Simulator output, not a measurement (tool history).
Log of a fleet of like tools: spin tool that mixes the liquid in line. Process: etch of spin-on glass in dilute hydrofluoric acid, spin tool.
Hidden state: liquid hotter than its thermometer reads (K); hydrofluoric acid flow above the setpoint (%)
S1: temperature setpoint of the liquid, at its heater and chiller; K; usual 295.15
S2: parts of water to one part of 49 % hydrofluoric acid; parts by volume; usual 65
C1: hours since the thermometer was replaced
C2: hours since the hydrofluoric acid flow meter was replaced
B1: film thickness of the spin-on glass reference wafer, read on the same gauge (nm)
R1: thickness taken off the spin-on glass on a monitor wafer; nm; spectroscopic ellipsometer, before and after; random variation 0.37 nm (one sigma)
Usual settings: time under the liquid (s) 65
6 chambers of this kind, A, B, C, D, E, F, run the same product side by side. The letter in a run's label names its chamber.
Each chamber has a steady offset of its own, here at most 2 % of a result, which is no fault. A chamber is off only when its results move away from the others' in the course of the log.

{"run": "1D", "hour": 11.8, "S1": 295.15, "S2": 65, "time under the liquid (s)": 65, "C1": 294.0, "C2": 253.8, "B1": 100.0, "R1": 43.471}
{"run": "2C", "hour": 24.7, "S1": 295.15, "S2": 65, "time under the liquid (s)": 65, "C1": 2408.1, "C2": 384.9, "B1": 99.977, "R1": 44.859}
{"run": "3A", "hour": 33.5, "S1": 295.15, "S2": 65, "time under the liquid (s)": 65, "C1": 414.6, "C2": 152.4, "B1": 100.01, "R1": 43.815}
{"hour": 38.5, "done": "chamber B: hydrofluoric acid flow meter replaced"}
{"hour": 41.4, "done": "chamber C: thermometer replaced"}
{"run": "4F", "hour": 44.0, "S1": 295.15, "S2": 65, "time under the liquid (s)": 65, "C1": 360.2, "C2": 1149.3, "B1": 100.02, "R1": 44.388}
{"run": "5E", "hour": 50.3, "S1": 295.15, "S2": 65, "time under the liquid (s)": 65, "C1": 2304.4, "C2": 1995.4, "B1": 100.03, "R1": 43.283}
{"run": "6B", "hour": 63.6, "S1": 295.15, "S2": 65, "time under the liquid (s)": 65, "C1": 706.6, "C2": 25.2, "B1": 99.981, "R1": 44.669}
{"run": "7E", "hour": 73.0, "S1": 295.15, "S2": 65, "time under the liquid (s)": 105, "C1": 2327.1, "C2": 2018.1, "B1": 100.0, "R1": 70.034}
{"run": "8C", "hour": 82.5, "S1": 295.15, "S2": 65, "time under the liquid (s)": 105, "C1": 41.1, "C2": 442.7, "B1": 100.04, "R1": 71.679}
{"run": "9D", "hour": 95.3, "S1": 295.15, "S2": 65, "time under the liquid (s)": 105, "C1": 377.5, "C2": 337.3, "B1": 100.0, "R1": 71.867}
{"run": "10B", "hour": 106.4, "S1": 295.15, "S2": 65, "time under the liquid (s)": 105, "C1": 749.4, "C2": 68.0, "B1": 100.01, "R1": 72.789}
{"run": "11A", "hour": 118.7, "S1": 295.15, "S2": 65, "time under the liquid (s)": 105, "C1": 499.8, "C2": 237.6, "B1": 99.992, "R1": 72.482}
{"run": "12F", "hour": 126.5, "S1": 295.15, "S2": 65, "time under the liquid (s)": 105, "C1": 442.7, "C2": 1231.8, "B1": 100.04, "R1": 71.057}
{"run": "13F", "hour": 138.4, "S1": 295.15, "S2": 65, "time under the liquid (s)": 65, "C1": 454.6, "C2": 1243.7, "B1": 99.998, "R1": 44.836}
{"run": "14A", "hour": 150.4, "S1": 295.15, "S2": 65, "time under the liquid (s)": 65, "C1": 531.5, "C2": 269.3, "B1": 99.985, "R1": 44.528}
{"run": "15E", "hour": 159.2, "S1": 292.65, "S2": 65, "time under the liquid (s)": 65, "C1": 2413.3, "C2": 2104.3, "B1": 100.01, "R1": 38.957}
{"run": "16C", "hour": 173.3, "S1": 292.65, "S2": 65, "time under the liquid (s)": 65, "C1": 131.9, "C2": 533.5, "B1": 100.01, "R1": 39.683}
{"run": "17D", "hour": 184.8, "S1": 292.65, "S2": 65, "time under the liquid (s)": 65, "C1": 467.0, "C2": 426.8, "B1": 99.981, "R1": 40.771}
{"run": "18B", "hour": 196.9, "S1": 292.65, "S2": 65, "time under the liquid (s)": 65, "C1": 839.9, "C2": 158.5, "B1": 100.0, "R1": 40.214}
{"run": "19D", "hour": 205.2, "S1": 292.65, "S2": 65, "time under the liquid (s)": 65, "C1": 487.4, "C2": 447.2, "B1": 99.977, "R1": 41.158}
{"run": "20C", "hour": 214.8, "S1": 292.65, "S2": 65, "time under the liquid (s)": 65, "C1": 173.4, "C2": 575.0, "B1": 100.02, "R1": 38.968}
{"run": "21F", "hour": 223.7, "S1": 295.15, "S2": 65, "time under the liquid (s)": 65, "C1": 539.9, "C2": 1329.0, "B1": 99.996, "R1": 43.683}
{"run": "22B", "hour": 232.1, "S1": 295.15, "S2": 65, "time under the liquid (s)": 65, "C1": 875.1, "C2": 193.7, "B1": 100.0, "R1": 44.851}
{"run": "23E", "hour": 240.7, "S1": 295.15, "S2": 65, "time under the liquid (s)": 65, "C1": 2494.8, "C2": 2185.8, "B1": 100.0, "R1": 43.651}
{"run": "24A", "hour": 252.8, "S1": 295.15, "S2": 65, "time under the liquid (s)": 65, "C1": 633.9, "C2": 371.7, "B1": 99.999, "R1": 43.988}
{"run": "25B", "hour": 261.2, "S1": 295.15, "S2": 65, "time under the liquid (s)": 65, "C1": 904.2, "C2": 222.8, "B1": 99.989, "R1": 43.833}
{"run": "26F", "hour": 267.9, "S1": 295.15, "S2": 65, "time under the liquid (s)": 65, "C1": 584.1, "C2": 1373.2, "B1": 100.03, "R1": 44.651}
{"run": "27C", "hour": 277.6, "S1": 295.15, "S2": 90, "time under the liquid (s)": 65, "C1": 236.2, "C2": 637.8, "B1": 99.982, "R1": 30.918}
{"run": "28D", "hour": 290.9, "S1": 295.15, "S2": 90, "time under the liquid (s)": 65, "C1": 573.1, "C2": 532.9, "B1": 100.01, "R1": 32.319}
{"hour": 301.6, "done": "chamber E: hydrofluoric acid flow meter replaced"}
{"run": "29A", "hour": 303.5, "S1": 295.15, "S2": 90, "time under the liquid (s)": 65, "C1": 684.6, "C2": 422.4, "B1": 100.01, "R1": 30.907}
{"run": "30E", "hour": 312.6, "S1": 295.15, "S2": 90, "time under the liquid (s)": 65, "C1": 2566.7, "C2": 11.0, "B1": 100.02, "R1": 30.087}
{"run": "31A", "hour": 325.7, "S1": 295.15, "S2": 90, "time under the liquid (s)": 65, "C1": 706.8, "C2": 444.6, "B1": 100.0, "R1": 30.366}
{"run": "32B", "hour": 333.4, "S1": 295.15, "S2": 90, "time under the liquid (s)": 65, "C1": 976.4, "C2": 295.0, "B1": 99.986, "R1": 31.109}
{"run": "33E", "hour": 345.5, "S1": 295.15, "S2": 65, "time under the liquid (s)": 65, "C1": 2599.6, "C2": 43.9, "B1": 99.995, "R1": 43.132}
{"run": "34D", "hour": 355.6, "S1": 295.15, "S2": 65, "time under the liquid (s)": 65, "C1": 637.8, "C2": 597.6, "B1": 100.0, "R1": 46.902}
{"run": "35C", "hour": 369.1, "S1": 295.15, "S2": 65, "time under the liquid (s)": 65, "C1": 327.7, "C2": 729.3, "B1": 100.02, "R1": 44.299}
{"run": "36F", "hour": 381.6, "S1": 295.15, "S2": 65, "time under the liquid (s)": 65, "C1": 697.8, "C2": 1486.9, "B1": 99.998, "R1": 44.314}
{"run": "37A", "hour": 388.1, "S1": 295.15, "S2": 65, "time under the liquid (s)": 65, "C1": 769.2, "C2": 507.0, "B1": 99.994, "R1": 43.661}
{"run": "38D", "hour": 400.5, "S1": 295.15, "S2": 65, "time under the liquid (s)": 65, "C1": 682.7, "C2": 642.5, "B1": 100.0, "R1": 47.901}
{"run": "39B", "hour": 414.3, "S1": 295.15, "S2": 75, "time under the liquid (s)": 100, "C1": 1057.3, "C2": 375.9, "B1": 99.986, "R1": 59.51}

Next, every chamber runs the same settings. What will each give?
{"run": "40A", "hour": 424.6, "S1": 295.15, "S2": 65, "time under the liquid (s)": 65, "R1": "?"}
{"run": "40B", "hour": 424.6, "S1": 295.15, "S2": 65, "time under the liquid (s)": 65, "R1": "?"}
{"run": "40C", "hour": 424.6, "S1": 295.15, "S2": 65, "time under the liquid (s)": 65, "R1": "?"}
{"run": "40D", "hour": 424.6, "S1": 295.15, "S2": 65, "time under the liquid (s)": 65, "R1": "?"}
{"run": "40E", "hour": 424.6, "S1": 295.15, "S2": 65, "time under the liquid (s)": 65, "R1": "?"}
{"run": "40F", "hour": 424.6, "S1": 295.15, "S2": 65, "time under the liquid (s)": 65, "R1": "?"}

run=40A R1=44.396
run=40B R1=44.315
run=40C R1=44.573
run=40D R1=47.304
run=40E R1=43.930
run=40F R1=44.004
